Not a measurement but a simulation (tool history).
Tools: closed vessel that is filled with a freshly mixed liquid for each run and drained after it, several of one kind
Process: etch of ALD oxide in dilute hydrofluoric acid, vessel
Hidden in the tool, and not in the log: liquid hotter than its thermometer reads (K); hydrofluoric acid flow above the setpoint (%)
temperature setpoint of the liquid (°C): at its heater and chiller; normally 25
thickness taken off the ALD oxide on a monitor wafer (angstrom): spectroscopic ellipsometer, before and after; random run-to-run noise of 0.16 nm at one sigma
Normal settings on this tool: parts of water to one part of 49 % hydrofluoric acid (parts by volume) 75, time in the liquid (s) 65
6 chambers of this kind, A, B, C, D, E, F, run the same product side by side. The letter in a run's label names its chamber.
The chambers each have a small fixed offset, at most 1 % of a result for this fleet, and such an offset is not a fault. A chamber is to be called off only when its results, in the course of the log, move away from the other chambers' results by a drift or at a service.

| run | hour | temperature setpoint of the liquid (°C) | parts of water to one part of 49 % hydrofluoric acid (parts by volume) | time in the liquid (s) | hours since the thermometer was replaced | hours since the hydrofluoric acid flow meter was replaced | read-back film thickness of the ALD oxide reference wafer, read on the same gauge (nm) | thickness taken off the ALD oxide on a monitor wafer (angstrom) |
|---|---|---|---|---|---|---|---|---|
| 1B | 6.7 | 25 | 75 | 65 | 1487.1 | 741.0 | 49.977 | 172.25 |
| 2F | 12.0 | 25 | 75 | 65 | 221.0 | 430.9 | 49.964 | 169.48 |
| 3E | 15.2 | 25 | 75 | 65 | 676.5 | 78.8 | 49.981 | 168.28 |
| 4A | 20.1 | 25 | 75 | 65 | 555.3 | 1628.7 | 50.001 | 170.74 |
| 5D | 26.5 | 25 | 75 | 65 | 924.8 | 571.4 | 50.008 | 170.59 |
| 6C | 32.2 | 25 | 75 | 65 | 156.8 | 904.3 | 49.997 | 170.91 |
| 7F | 35.4 | 25 | 75 | 65 | 244.4 | 454.3 | 50.007 | 171.53 |
| 8E | 39.0 | 25 | 75 | 65 | 700.3 | 102.6 | 49.995 | 172.26 |
| 9D | 42.2 | 25 | 75 | 65 | 940.5 | 587.1 | 50.013 | 171.39 |
| 10A | 46.1 | 25 | 75 | 65 | 581.3 | 1654.7 | 49.971 | 174.80 |
| 11C | 52.7 | 25 | 75 | 65 | 177.3 | 924.8 | 50.006 | 168.53 |
|  | 58.9 | chamber A: hydrofluoric acid flow meter replaced |
| 12B | 59.3 | 25 | 75 | 65 | 1539.7 | 793.6 | 50.006 | 170.95 |
| 13E | 62.6 | 25 | 75 | 65 | 723.9 | 126.2 | 50.005 | 166.04 |
| 14C | 69.3 | 25 | 75 | 65 | 193.9 | 941.4 | 49.990 | 169.92 |
| 15B | 76.4 | 25 | 75 | 65 | 1556.8 | 810.7 | 50.006 | 169.93 |
| 16F | 81.6 | 25 | 75 | 65 | 290.6 | 500.5 | 49.981 | 171.39 |
| 17D | 87.5 | 25 | 75 | 65 | 985.8 | 632.4 | 50.018 | 171.40 |
| 18A | 92.7 | 25 | 75 | 65 | 627.9 | 33.8 | 49.992 | 170.15 |
| 19F | 99.7 | 29 | 90 | 65 | 308.7 | 518.6 | 50.030 | 163.47 |
| 20B | 105.0 | 29 | 90 | 65 | 1585.4 | 839.3 | 49.988 | 166.71 |
| 21D | 110.4 | 29 | 90 | 65 | 1008.7 | 655.3 | 49.991 | 160.90 |
| 22E | 117.0 | 29 | 90 | 65 | 778.3 | 180.6 | 50.012 | 160.70 |
| 23A | 124.3 | 29 | 90 | 65 | 659.5 | 65.4 | 49.997 | 162.64 |
| 24C | 128.0 | 29 | 90 | 65 | 252.6 | 1000.1 | 50.005 | 162.04 |
| 25D | 133.7 | 25 | 75 | 65 | 1032.0 | 678.6 | 49.976 | 172.28 |
| 26B | 137.2 | 25 | 75 | 65 | 1617.6 | 871.5 | 49.995 | 171.82 |
| 27A | 143.4 | 25 | 75 | 65 | 678.6 | 84.5 | 49.996 | 170.71 |
| 28F | 147.1 | 25 | 95 | 90 | 356.1 | 566.0 | 49.993 | 181.69 |
| 29C | 151.0 | 25 | 95 | 90 | 275.6 | 1023.1 | 50.021 | 178.62 |
| 30E | 157.6 | 25 | 95 | 90 | 818.9 | 221.2 | 49.996 | 178.35 |
| 31A | 164.0 | 25 | 95 | 90 | 699.2 | 105.1 | 50.011 | 181.79 |
| 32B | 168.2 | 25 | 95 | 90 | 1648.6 | 902.5 | 50.010 | 184.13 |
| 33D | 174.0 | 25 | 95 | 90 | 1072.3 | 718.9 | 50.028 | 183.17 |
| 34E | 181.3 | 25 | 75 | 65 | 842.6 | 244.9 | 50.000 | 171.43 |
|  | 182.9 | chamber C: hydrofluoric acid flow meter replaced |
| 35C | 188.5 | 25 | 75 | 65 | 313.1 | 5.6 | 49.987 | 172.32 |
| 36F | 194.7 | 25 | 75 | 65 | 403.7 | 613.6 | 50.015 | 172.15 |
| 37A | 200.8 | 25 | 75 | 65 | 736.0 | 141.9 | 49.990 | 172.20 |
| 38D | 204.2 | 25 | 75 | 65 | 1102.5 | 749.1 | 50.031 | 171.76 |
| 39E | 210.0 | 25 | 50 | 30 | 871.3 | 273.6 | 50.020 | 122.15 |
| 40B | 216.3 | 25 | 50 | 30 | 1696.7 | 950.6 | 49.990 | 124.24 |
| 41C | 221.6 | 25 | 50 | 30 | 346.2 | 38.7 | 49.972 | 121.88 |

Predict what each chamber gives when all 6 of them run the settings below next.
| 42A | 226.8 | 23 | 75 | 65 |  |  |  | ? |
| 42B | 226.8 | 23 | 75 | 65 |  |  |  | ? |
| 42C | 226.8 | 23 | 75 | 65 |  |  |  | ? |
| 42D | 226.8 | 23 | 75 | 65 |  |  |  | ? |
| 42E | 226.8 | 23 | 75 | 65 |  |  |  | ? |
| 42F | 226.8 | 23 | 75 | 65 |  |  |  | ? |

| run | thickness taken off the ALD oxide on a monitor wafer (angstrom) |
|---|---|
| 42A | 159.06 |
| 42B | 162.44 |
| 42C | 155.56 |
| 42D | 159.35 |
| 42E | 155.91 |
| 42F | 157.14 |
